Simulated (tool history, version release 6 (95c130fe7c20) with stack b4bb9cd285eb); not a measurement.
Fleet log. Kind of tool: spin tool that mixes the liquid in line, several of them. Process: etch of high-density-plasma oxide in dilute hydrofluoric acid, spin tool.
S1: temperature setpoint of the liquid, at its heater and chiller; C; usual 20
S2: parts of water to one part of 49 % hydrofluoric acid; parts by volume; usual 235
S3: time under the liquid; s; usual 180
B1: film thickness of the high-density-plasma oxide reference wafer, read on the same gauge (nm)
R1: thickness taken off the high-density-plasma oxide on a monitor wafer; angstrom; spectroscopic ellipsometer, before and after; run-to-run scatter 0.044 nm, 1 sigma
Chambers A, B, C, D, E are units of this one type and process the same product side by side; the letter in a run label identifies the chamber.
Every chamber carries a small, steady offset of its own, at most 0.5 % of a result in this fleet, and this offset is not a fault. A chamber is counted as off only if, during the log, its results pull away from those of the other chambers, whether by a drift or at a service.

run	hour	S1	S2	S3	B1	R1
1D	10.1	20	235	180	89.986	48.132
2B	16.2	20	235	180	89.997	48.09
3A	24.8	20	235	180	89.997	48.051
4C	29.7	20	235	180	90.01	47.694
# hour 37.5: chamber D: thermometer replaced
5E	38.4	17	235	80	90	18.751
6A	45.1	17	235	80	90.014	18.97
7C	54.1	17	235	80	89.999	18.82
# hour 58.6: chamber B: thermometer replaced
8D	61.8	17	235	80	90.007	19.113
9B	69.6	17	235	80	90.016	18.965
10E	74.4	20	235	180	89.995	47.797
11D	85.1	20	235	180	89.997	47.92
12E	90	17	235	180	89.998	43.072
13A	98.9	17	235	180	90.001	42.716
14C	107.6	17	235	180	89.979	42.488
# hour 112.8: chamber A: hydrofluoric acid flow meter replaced
15B	115.1	17	235	180	89.968	43.107
16D	120.2	17	235	180	90.009	42.536
17E	126.6	20	235	180	90.003	48.003
18B	134.4	20	235	180	89.999	47.611
19A	144.9	20	275	265	90.007	57.601
20C	150.4	20	275	265	90.003	58.319
21D	159	20	275	265	90.017	58.389
22B	166.6	20	275	265	90.011	57.906
23C	174.6	20	275	265	89.994	58.188
24A	183.5	20	235	180	89.983	46.534
25E	192	17	235	180	90.012	42.876
26E	198.5	17	235	180	90.022	42.347
27C	207.7	17	235	180	89.993	42.134
28A	214.9	17	235	180	89.994	40.681
29D	225.2	17	235	180	89.998	42.837
30B	231	20	235	180	89.999	48.255
31D	238.3	20	235	180	89.99	48.078
32A	243.2	20	235	145	89.984	36.528
# hour 244.5: chamber C: thermometer replaced
33B	253.2	20	235	145	90.008	38.515
34E	263	20	235	145	89.994	38.717
35C	269.6	20	235	145	90.001	38.368
36E	279.7	20	235	145	89.984	39.012

Is one chamber out of step, is the gauge drifting, or do the chambers differ by no more than their own small offsets? For an off chamber, give its letter and the likeliest cause.

One chamber, A, drifts off from the rest bit by bit.
Cause: liquid colder than its thermometer reads (K) = 2.13.
The log might look much the same if the cause were instead: hydrofluoric acid flow below the setpoint (%).

Here are 4 candidates for chamber A's next run, each the usual settings with a change, their results left as question marks. Which one brings its results back in line with what the others give on the usual settings?
Counts as in line when no further than this from what the other chambers average on the usual settings: R1 1.5 angstrom
37A-1	287.5	20	245	175		?
37A-2	287.5	20	240	180		?
37A-3	287.5	20	225	185		?
37A-4	287.5	20	230	180		?

Usual-settings mean across the other chambers: R1 47.885 angstrom
run	R1
37A-1	40.86
37A-2	43.094
37A-3	47.883
37A-4	45.371
Change 37A-3 lands the chamber within the allowed miss of the other chambers.
